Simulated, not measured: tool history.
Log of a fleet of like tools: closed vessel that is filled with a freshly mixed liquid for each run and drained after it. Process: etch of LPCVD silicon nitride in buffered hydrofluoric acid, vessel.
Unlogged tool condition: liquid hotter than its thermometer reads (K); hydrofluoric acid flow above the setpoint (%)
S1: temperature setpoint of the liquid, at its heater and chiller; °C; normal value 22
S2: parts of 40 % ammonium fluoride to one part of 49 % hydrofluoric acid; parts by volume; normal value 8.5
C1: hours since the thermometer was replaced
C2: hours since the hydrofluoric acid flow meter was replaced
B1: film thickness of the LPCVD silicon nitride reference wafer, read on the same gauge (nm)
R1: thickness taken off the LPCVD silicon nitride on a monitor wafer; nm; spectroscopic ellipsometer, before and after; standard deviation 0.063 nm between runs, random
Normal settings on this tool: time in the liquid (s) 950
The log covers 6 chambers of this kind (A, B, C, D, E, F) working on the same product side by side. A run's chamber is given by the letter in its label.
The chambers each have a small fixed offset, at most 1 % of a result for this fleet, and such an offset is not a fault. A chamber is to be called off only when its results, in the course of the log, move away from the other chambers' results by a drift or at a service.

{"run": "1F", "day": 0.479, "S1": 22, "S2": 8.5, "time in the liquid (s)": 950, "C1": 39.6, "C2": 371.9, "B1": 69.978, "R1": 12.682}
{"day": 0.508, "done": "chamber D: hydrofluoric acid flow meter replaced"}
{"run": "2A", "day": 0.996, "S1": 22, "S2": 8.5, "time in the liquid (s)": 950, "C1": 177, "C2": 548.8, "B1": 70.013, "R1": 12.846}
{"run": "3C", "day": 1.312, "S1": 22, "S2": 8.5, "time in the liquid (s)": 950, "C1": 1156.9, "C2": 87.2, "B1": 70.003, "R1": 12.913}
{"run": "4B", "day": 1.592, "S1": 22, "S2": 8.5, "time in the liquid (s)": 950, "C1": 784.2, "C2": 414.4, "B1": 69.987, "R1": 12.766}
{"run": "5D", "day": 1.867, "S1": 22, "S2": 8.5, "time in the liquid (s)": 950, "C1": 270.2, "C2": 32.7, "B1": 69.988, "R1": 12.675}
{"run": "6E", "day": 2.404, "S1": 22, "S2": 8.5, "time in the liquid (s)": 950, "C1": 1257.3, "C2": 1504.8, "B1": 70.033, "R1": 12.697}
{"run": "7D", "day": 2.812, "S1": 22, "S2": 8.5, "time in the liquid (s)": 950, "C1": 292.9, "C2": 55.4, "B1": 70.008, "R1": 12.56}
{"run": "8E", "day": 3.25, "S1": 22, "S2": 8.5, "time in the liquid (s)": 950, "C1": 1277.6, "C2": 1525.1, "B1": 69.983, "R1": 12.805}
{"run": "9A", "day": 3.704, "S1": 22, "S2": 8.5, "time in the liquid (s)": 950, "C1": 242, "C2": 613.8, "B1": 70.025, "R1": 12.766}
{"day": 3.821, "done": "chamber B: hydrofluoric acid flow meter replaced"}
{"day": 3.996, "done": "chamber A: hydrofluoric acid flow meter replaced"}
{"run": "10C", "day": 4.062, "S1": 22, "S2": 8.5, "time in the liquid (s)": 1170, "C1": 1222.9, "C2": 153.2, "B1": 69.988, "R1": 15.827}
{"run": "11F", "day": 4.433, "S1": 22, "S2": 8.5, "time in the liquid (s)": 1170, "C1": 134.5, "C2": 466.8, "B1": 69.974, "R1": 15.609}
{"run": "12B", "day": 4.7, "S1": 22, "S2": 8.5, "time in the liquid (s)": 1170, "C1": 858.8, "C2": 21.2, "B1": 70.002, "R1": 15.669}
{"run": "13D", "day": 5.104, "S1": 22, "S2": 8.5, "time in the liquid (s)": 1170, "C1": 347.9, "C2": 110.4, "B1": 69.988, "R1": 15.444}
{"day": 5.288, "done": "chamber F: hydrofluoric acid flow meter replaced"}
{"run": "14A", "day": 5.604, "S1": 22, "S2": 8.5, "time in the liquid (s)": 1170, "C1": 287.6, "C2": 38.6, "B1": 70.035, "R1": 15.817}
{"run": "15F", "day": 6.158, "S1": 22, "S2": 8.5, "time in the liquid (s)": 1170, "C1": 175.9, "C2": 21, "B1": 70.011, "R1": 15.61}
{"run": "16E", "day": 6.683, "S1": 22, "S2": 8.5, "time in the liquid (s)": 950, "C1": 1360, "C2": 1607.5, "B1": 70.023, "R1": 12.857}
{"run": "17B", "day": 7.004, "S1": 22, "S2": 10, "time in the liquid (s)": 950, "C1": 914.1, "C2": 76.5, "B1": 69.974, "R1": 11.249}
{"run": "18C", "day": 7.342, "S1": 22, "S2": 10, "time in the liquid (s)": 950, "C1": 1301.6, "C2": 231.9, "B1": 70.018, "R1": 11.263}
{"run": "19B", "day": 7.85, "S1": 22, "S2": 10, "time in the liquid (s)": 950, "C1": 934.4, "C2": 96.8, "B1": 69.957, "R1": 11.146}
{"run": "20F", "day": 8.204, "S1": 22, "S2": 10, "time in the liquid (s)": 950, "C1": 225, "C2": 70.1, "B1": 70.007, "R1": 11.126}
{"run": "21A", "day": 8.517, "S1": 22, "S2": 10, "time in the liquid (s)": 950, "C1": 357.5, "C2": 108.5, "B1": 70.037, "R1": 11.242}
{"run": "22E", "day": 8.996, "S1": 22, "S2": 10, "time in the liquid (s)": 950, "C1": 1415.5, "C2": 1663, "B1": 69.994, "R1": 11.361}
{"run": "23C", "day": 9.508, "S1": 22, "S2": 8.5, "time in the liquid (s)": 950, "C1": 1353.6, "C2": 283.9, "B1": 69.981, "R1": 12.845}
{"run": "24D", "day": 9.912, "S1": 22, "S2": 9.5, "time in the liquid (s)": 950, "C1": 463.3, "C2": 225.8, "B1": 70.052, "R1": 11.669}
{"run": "25A", "day": 10.3, "S1": 22, "S2": 9.5, "time in the liquid (s)": 950, "C1": 400.3, "C2": 151.3, "B1": 69.985, "R1": 11.633}
{"run": "26C", "day": 10.633, "S1": 22, "S2": 9.5, "time in the liquid (s)": 950, "C1": 1380.6, "C2": 310.9, "B1": 69.987, "R1": 11.656}
{"run": "27E", "day": 10.971, "S1": 22, "S2": 9.5, "time in the liquid (s)": 950, "C1": 1462.9, "C2": 1710.4, "B1": 69.989, "R1": 11.866}
{"run": "28D", "day": 11.446, "S1": 22, "S2": 9.5, "time in the liquid (s)": 950, "C1": 500.1, "C2": 262.6, "B1": 70.001, "R1": 11.617}
{"run": "29F", "day": 11.967, "S1": 22, "S2": 9.5, "time in the liquid (s)": 950, "C1": 315.3, "C2": 160.4, "B1": 69.985, "R1": 11.454}
{"run": "30B", "day": 12.262, "S1": 22, "S2": 8.5, "time in the liquid (s)": 950, "C1": 1040.3, "C2": 202.7, "B1": 69.945, "R1": 12.722}
{"run": "31A", "day": 12.662, "S1": 22, "S2": 8.5, "time in the liquid (s)": 950, "C1": 457, "C2": 208, "B1": 69.95, "R1": 12.759}
{"run": "32D", "day": 13.225, "S1": 22, "S2": 8.5, "time in the liquid (s)": 950, "C1": 542.8, "C2": 305.3, "B1": 70.011, "R1": 12.836}
{"run": "33B", "day": 13.662, "S1": 22, "S2": 8.5, "time in the liquid (s)": 950, "C1": 1073.9, "C2": 236.3, "B1": 70.018, "R1": 12.71}
{"run": "34C", "day": 14.112, "S1": 22, "S2": 8.5, "time in the liquid (s)": 950, "C1": 1464.1, "C2": 394.4, "B1": 69.97, "R1": 12.95}
{"run": "35F", "day": 14.542, "S1": 22, "S2": 8.5, "time in the liquid (s)": 950, "C1": 377.1, "C2": 222.2, "B1": 69.995, "R1": 12.607}
{"run": "36E", "day": 14.817, "S1": 22, "S2": 6.5, "time in the liquid (s)": 1275, "C1": 1555.2, "C2": 1802.7, "B1": 70.029, "R1": 23.416}
{"run": "37D", "day": 15.15, "S1": 22, "S2": 6.5, "time in the liquid (s)": 1275, "C1": 589, "C2": 351.5, "B1": 69.996, "R1": 22.615}
{"run": "38E", "day": 15.662, "S1": 22, "S2": 6.5, "time in the liquid (s)": 1275, "C1": 1575.5, "C2": 1823, "B1": 69.96, "R1": 23.506}
{"run": "39F", "day": 16.125, "S1": 22, "S2": 6.5, "time in the liquid (s)": 1275, "C1": 415.1, "C2": 260.2, "B1": 70.024, "R1": 22.243}
{"run": "40B", "day": 16.612, "S1": 22, "S2": 6.5, "time in the liquid (s)": 1275, "C1": 1144.7, "C2": 307.1, "B1": 69.979, "R1": 22.291}
{"run": "41A", "day": 17.129, "S1": 22, "S2": 6.5, "time in the liquid (s)": 1275, "C1": 564.2, "C2": 315.2, "B1": 69.979, "R1": 22.416}
{"run": "42C", "day": 17.633, "S1": 22, "S2": 8.5, "time in the liquid (s)": 950, "C1": 1548.6, "C2": 478.9, "B1": 69.966, "R1": 12.85}
{"run": "43C", "day": 17.896, "S1": 22, "S2": 8.5, "time in the liquid (s)": 950, "C1": 1554.9, "C2": 485.2, "B1": 69.994, "R1": 12.735}

Read the log: is a single chamber off, either drifting away or since a service, is the gauge that measures every chamber drifting, or is nothing wrong beyond small per-chamber offsets? Name any odd chamber and what most likely caused it.

Chamber E drifts away from the others.
Cause: liquid hotter than its thermometer reads (K) = 0.825.
The log may not separate it from: hydrofluoric acid flow above the setpoint (%).

Below are 4 candidate recipes for chamber E's next run, each the usual settings with a change, their results shown as question marks. Which of them brings E's results back in line with what the other chambers give on the usual settings?
To be in line, a result may differ from the other chambers' mean on the usual settings by at most: R1 0.22 nm
{"run": "44E-1", "day": 18.3, "S1": 22, "S2": 8.5, "time in the liquid (s)": 960, "R1": "?"}
{"run": "44E-2", "day": 18.3, "S1": 22, "S2": 8.5, "time in the liquid (s)": 910, "R1": "?"}
{"run": "44E-3", "day": 18.3, "S1": 22, "S2": 8.5, "time in the liquid (s)": 995, "R1": "?"}
{"run": "44E-4", "day": 18.3, "S1": 22, "S2": 8.5, "time in the liquid (s)": 940, "R1": "?"}

Mean of the other chambers on the usual settings: R1 12.746 nm
run=44E-1 R1=13.511
run=44E-2 R1=12.807
run=44E-3 R1=14.004
run=44E-4 R1=13.23
44E-2 puts the chamber back in line with the other chambers.
